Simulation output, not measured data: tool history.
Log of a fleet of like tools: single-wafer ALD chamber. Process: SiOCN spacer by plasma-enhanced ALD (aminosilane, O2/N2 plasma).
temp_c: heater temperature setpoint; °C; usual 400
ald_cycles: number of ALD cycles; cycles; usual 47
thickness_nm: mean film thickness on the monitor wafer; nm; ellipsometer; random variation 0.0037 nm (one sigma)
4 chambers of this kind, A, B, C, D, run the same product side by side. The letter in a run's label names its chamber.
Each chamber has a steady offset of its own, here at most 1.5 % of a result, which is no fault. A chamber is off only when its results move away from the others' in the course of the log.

run	day	temp_c	ald_cycles	read-back reference wafer on the same gauge, thickness_nm	thickness_nm
1D	0.208	400	47	2.4613	2.8047
2B	0.35	400	47	2.4615	2.8558
3C	0.554	400	47	2.4618	2.8285
4A	0.658	400	47	2.4622	2.8603
# day 0.717: chamber C: thermocouple changed; heater temperature recalibrated
5B	0.821	400	47	2.4616	2.8571
6C	0.992	400	47	2.4628	2.836
7A	1.088	400	47	2.4616	2.8554
8D	1.208	410	40	2.4624	2.3269
9A	1.421	410	40	2.4626	2.3603
10B	1.554	410	40	2.4635	2.3618
11C	1.746	410	40	2.4641	2.3409
12D	1.838	400	47	2.4638	2.8048
13D	1.971	400	47	2.464	2.8095
14A	2.092	400	47	2.4647	2.8638
15C	2.271	400	47	2.4643	2.838
16B	2.379	389	44	2.4655	2.6851
17B	2.579	389	44	2.4662	2.6798
18D	2.712	389	44	2.4656	2.6284
19A	2.808	389	44	2.4655	2.677
20C	2.996	400	47	2.4663	2.8363
21B	3.2	400	47	2.4677	2.8571
22D	3.379	400	47	2.4676	2.8156
23C	3.575	400	47	2.4673	2.8452
24A	3.667	400	47	2.4677	2.8606
25D	3.817	400	47	2.4689	2.8179
26A	3.975	400	47	2.4695	2.8665
27C	4.183	400	47	2.4692	2.8393
28B	4.317	400	47	2.4689	2.8662
29B	4.5	400	47	2.47	2.8676
30A	4.65	386	41	2.4697	2.4974
31D	4.762	386	41	2.4707	2.4584
32C	4.871	386	41	2.4706	2.4819
33C	5.042	386	41	2.4717	2.4821
34D	5.196	407	47	2.4716	2.758
35A	5.371	407	47	2.4725	2.8119
36B	5.483	407	47	2.472	2.8128
37A	5.633	407	47	2.4723	2.8078
38B	5.792	400	47	2.473	2.872
39D	5.904	400	47	2.4735	2.8214

What goes on in this fleet: one chamber off, a drifting gauge, or nothing beyond the chambers' own small offsets? Name the chamber and the cause, if any.

The gauge drifts, so all chambers seem to drift together. No chamber is off.
Cause: gauge reads high (%) = 0.537.
